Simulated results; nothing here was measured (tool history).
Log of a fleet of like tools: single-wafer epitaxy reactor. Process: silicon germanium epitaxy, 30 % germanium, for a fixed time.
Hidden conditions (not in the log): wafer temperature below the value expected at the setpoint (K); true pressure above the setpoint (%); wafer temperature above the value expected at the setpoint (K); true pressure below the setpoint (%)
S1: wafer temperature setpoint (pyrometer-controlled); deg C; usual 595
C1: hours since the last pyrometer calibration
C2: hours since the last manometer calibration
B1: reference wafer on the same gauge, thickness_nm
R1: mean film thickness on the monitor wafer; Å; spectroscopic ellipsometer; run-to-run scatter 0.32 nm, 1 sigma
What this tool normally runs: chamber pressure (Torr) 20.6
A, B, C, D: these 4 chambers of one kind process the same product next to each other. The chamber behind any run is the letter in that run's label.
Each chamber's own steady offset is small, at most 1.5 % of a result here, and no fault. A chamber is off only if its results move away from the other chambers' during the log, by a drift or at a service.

{"run": "1D", "day": 0.55, "S1": 595, "chamber pressure (Torr)": 20.6, "C1": 2041.9, "C2": 1316.0, "B1": 59.963, "R1": 541.77}
{"run": "2A", "day": 1.012, "S1": 595, "chamber pressure (Torr)": 20.6, "C1": 2110.1, "C2": 1070.3, "B1": 59.987, "R1": 537.21}
{"run": "3C", "day": 1.625, "S1": 595, "chamber pressure (Torr)": 20.6, "C1": 1492.0, "C2": 1812.2, "B1": 59.979, "R1": 537.47}
{"run": "4B", "day": 2.029, "S1": 595, "chamber pressure (Torr)": 20.6, "C1": 60.9, "C2": 1781.4, "B1": 60.108, "R1": 537.73}
{"day": 2.508, "done": "chamber D: pyrometer calibrated"}
{"day": 2.604, "done": "chamber B: capacitance manometer re-zeroed and calibrated"}
{"run": "5A", "day": 2.683, "S1": 595, "chamber pressure (Torr)": 18.3, "C1": 2150.2, "C2": 1110.4, "B1": 60.072, "R1": 518.42}
{"day": 2.696, "done": "chamber A: capacitance manometer re-zeroed and calibrated"}
{"run": "6D", "day": 3.171, "S1": 595, "chamber pressure (Torr)": 18.3, "C1": 15.9, "C2": 1378.9, "B1": 60.018, "R1": 514.84}
{"run": "7C", "day": 3.579, "S1": 595, "chamber pressure (Torr)": 18.3, "C1": 1538.9, "C2": 1859.1, "B1": 60.024, "R1": 512.27}
{"run": "8B", "day": 4.012, "S1": 595, "chamber pressure (Torr)": 18.3, "C1": 108.5, "C2": 33.8, "B1": 59.982, "R1": 511.1}
{"run": "9A", "day": 4.654, "S1": 595, "chamber pressure (Torr)": 20.6, "C1": 2197.5, "C2": 47.0, "B1": 59.951, "R1": 544.24}
{"run": "10C", "day": 5.092, "S1": 595, "chamber pressure (Torr)": 20.6, "C1": 1575.2, "C2": 1895.4, "B1": 60.012, "R1": 536.79}
{"run": "11D", "day": 5.417, "S1": 595, "chamber pressure (Torr)": 20.6, "C1": 69.8, "C2": 1432.8, "B1": 59.969, "R1": 539.2}
{"run": "12B", "day": 5.771, "S1": 606, "chamber pressure (Torr)": 17.6, "C1": 150.7, "C2": 76.0, "B1": 60.026, "R1": 620.51}
{"run": "13D", "day": 6.296, "S1": 606, "chamber pressure (Torr)": 17.6, "C1": 90.9, "C2": 1453.9, "B1": 60.072, "R1": 618.72}
{"run": "14C", "day": 6.842, "S1": 606, "chamber pressure (Torr)": 17.6, "C1": 1617.2, "C2": 1937.4, "B1": 59.937, "R1": 597.97}
{"run": "15A", "day": 7.346, "S1": 606, "chamber pressure (Torr)": 17.6, "C1": 2262.1, "C2": 111.6, "B1": 59.86, "R1": 631.62}
{"run": "16B", "day": 7.888, "S1": 595, "chamber pressure (Torr)": 20.6, "C1": 201.5, "C2": 126.8, "B1": 60.037, "R1": 540.08}
{"run": "17D", "day": 8.358, "S1": 595, "chamber pressure (Torr)": 20.6, "C1": 140.4, "C2": 1503.4, "B1": 59.974, "R1": 546.28}
{"run": "18A", "day": 8.846, "S1": 595, "chamber pressure (Torr)": 20.6, "C1": 2298.1, "C2": 147.6, "B1": 60.0, "R1": 538.83}
{"run": "19B", "day": 9.446, "S1": 595, "chamber pressure (Torr)": 20.6, "C1": 238.9, "C2": 164.2, "B1": 59.908, "R1": 537.46}
{"run": "20C", "day": 9.85, "S1": 595, "chamber pressure (Torr)": 20.6, "C1": 1689.4, "C2": 2009.6, "B1": 60.002, "R1": 526.63}
{"run": "21B", "day": 10.308, "S1": 595, "chamber pressure (Torr)": 20.6, "C1": 259.6, "C2": 184.9, "B1": 60.102, "R1": 539.87}
{"run": "22C", "day": 10.808, "S1": 595, "chamber pressure (Torr)": 20.6, "C1": 1712.4, "C2": 2032.6, "B1": 60.095, "R1": 527.07}
{"run": "23D", "day": 11.133, "S1": 595, "chamber pressure (Torr)": 20.6, "C1": 207.0, "C2": 1570.0, "B1": 60.044, "R1": 543.0}
{"run": "24A", "day": 11.775, "S1": 595, "chamber pressure (Torr)": 20.6, "C1": 2368.4, "C2": 217.9, "B1": 60.016, "R1": 541.48}
{"run": "25B", "day": 12.225, "S1": 595, "chamber pressure (Torr)": 20.6, "C1": 305.6, "C2": 230.9, "B1": 59.997, "R1": 532.65}
{"run": "26D", "day": 12.821, "S1": 595, "chamber pressure (Torr)": 20.6, "C1": 247.5, "C2": 1610.5, "B1": 60.025, "R1": 537.61}
{"run": "27A", "day": 13.167, "S1": 595, "chamber pressure (Torr)": 20.6, "C1": 2401.8, "C2": 251.3, "B1": 59.988, "R1": 539.63}
{"run": "28C", "day": 13.5, "S1": 595, "chamber pressure (Torr)": 20.6, "C1": 1777.0, "C2": 2097.2, "B1": 59.888, "R1": 512.01}
{"run": "29A", "day": 13.842, "S1": 595, "chamber pressure (Torr)": 20.6, "C1": 2418.0, "C2": 267.5, "B1": 60.079, "R1": 544.41}
{"run": "30D", "day": 14.317, "S1": 595, "chamber pressure (Torr)": 20.6, "C1": 283.4, "C2": 1646.4, "B1": 59.937, "R1": 543.06}
{"run": "31B", "day": 14.858, "S1": 595, "chamber pressure (Torr)": 20.6, "C1": 368.8, "C2": 294.1, "B1": 60.087, "R1": 539.96}
{"run": "32C", "day": 15.2, "S1": 595, "chamber pressure (Torr)": 20.6, "C1": 1817.8, "C2": 2138.0, "B1": 59.943, "R1": 514.87}
{"run": "33D", "day": 15.508, "S1": 602, "chamber pressure (Torr)": 22.7, "C1": 312.0, "C2": 1675.0, "B1": 60.014, "R1": 638.73}
{"run": "34C", "day": 16.092, "S1": 602, "chamber pressure (Torr)": 22.7, "C1": 1839.2, "C2": 2159.4, "B1": 59.933, "R1": 598.19}
{"run": "35B", "day": 16.396, "S1": 602, "chamber pressure (Torr)": 22.7, "C1": 405.7, "C2": 331.0, "B1": 59.969, "R1": 634.47}
{"run": "36A", "day": 16.688, "S1": 602, "chamber pressure (Torr)": 22.7, "C1": 2486.3, "C2": 335.8, "B1": 60.095, "R1": 637.95}
{"run": "37B", "day": 17.088, "S1": 606, "chamber pressure (Torr)": 24.9, "C1": 422.3, "C2": 347.6, "B1": 60.023, "R1": 715.32}

Each of the 4 chambers runs these same settings next. Fill in every chamber's results:
{"run": "38A", "day": 17.567, "S1": 609, "chamber pressure (Torr)": 20.6, "R1": "?"}
{"run": "38B", "day": 17.567, "S1": 609, "chamber pressure (Torr)": 20.6, "R1": "?"}
{"run": "38C", "day": 17.567, "S1": 609, "chamber pressure (Torr)": 20.6, "R1": "?"}
{"run": "38D", "day": 17.567, "S1": 609, "chamber pressure (Torr)": 20.6, "R1": "?"}

run=38A R1=706.06
run=38B R1=703.36
run=38C R1=648.03
run=38D R1=698.81
